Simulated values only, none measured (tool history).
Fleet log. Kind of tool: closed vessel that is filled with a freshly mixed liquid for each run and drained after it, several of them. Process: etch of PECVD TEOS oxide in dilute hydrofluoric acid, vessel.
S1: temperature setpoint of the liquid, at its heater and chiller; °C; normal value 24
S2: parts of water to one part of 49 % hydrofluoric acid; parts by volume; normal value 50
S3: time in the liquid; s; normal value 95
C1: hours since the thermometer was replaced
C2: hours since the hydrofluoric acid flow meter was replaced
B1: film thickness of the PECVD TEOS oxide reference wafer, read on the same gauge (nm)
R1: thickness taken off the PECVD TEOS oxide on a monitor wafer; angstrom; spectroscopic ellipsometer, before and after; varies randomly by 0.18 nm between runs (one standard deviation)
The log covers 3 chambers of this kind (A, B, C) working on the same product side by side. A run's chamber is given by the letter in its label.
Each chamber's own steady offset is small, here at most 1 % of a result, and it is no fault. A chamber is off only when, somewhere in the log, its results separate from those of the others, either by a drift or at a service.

run  hour  S1  S2   S3      C1     C2      B1      R1
 1A   5.0  24  50   95   378.7  439.3  60.030  183.27
 2B  10.1  24  50   95   525.0  208.1  60.014  177.31
 3C  14.2  24  50   95  1500.0  336.9  60.006  185.70
 4A  18.7  24  50   95   392.4  453.0  59.990  183.38
 5B  22.2  24  50   95   537.1  220.2  60.005  181.60
 6C  24.5  24  50   95  1510.3  347.2  60.032  183.80
 7C  27.3  24  50   95  1513.1  350.0  59.992  179.43
 8A  30.5  24  35  120   404.2  464.8  60.005  339.30
 9B  34.8  24  35  120   549.7  232.8  60.012  329.88
10C  38.1  24  35  120  1523.9  360.8  60.018  328.93
11B  41.4  24  50   95   556.3  239.4  60.005  184.21
12A  44.0  24  50   95   417.7  478.3  60.006  180.05
13C  49.1  24  50   95  1534.9  371.8  60.017  173.03
14A  53.8  24  50   95   427.5  488.1  60.027  183.18
15B  56.5  24  50   95   571.4  254.5  59.994  180.95
16A  61.6  24  50   95   435.3  495.9  60.000  183.87
17B  64.0  24  50   95   578.9  262.0  59.973  183.88
18C  69.0  24  50   95  1554.8  391.7  60.013  166.68
19A  72.1  24  50   95   445.8  506.4  60.027  181.87
20B  75.3  24  50   95   590.2  273.3  60.011  178.67
21C  80.4  24  50  135  1566.2  403.1  60.000  231.58

For the next run the whole fleet of 3 chambers uses the same settings. Give each chamber's results:
22A  84.2  24  50  95               ?
22B  84.2  24  50  95               ?
22C  84.2  24  50  95               ?

run      R1
22A  180.81
22B  179.00
22C  161.62

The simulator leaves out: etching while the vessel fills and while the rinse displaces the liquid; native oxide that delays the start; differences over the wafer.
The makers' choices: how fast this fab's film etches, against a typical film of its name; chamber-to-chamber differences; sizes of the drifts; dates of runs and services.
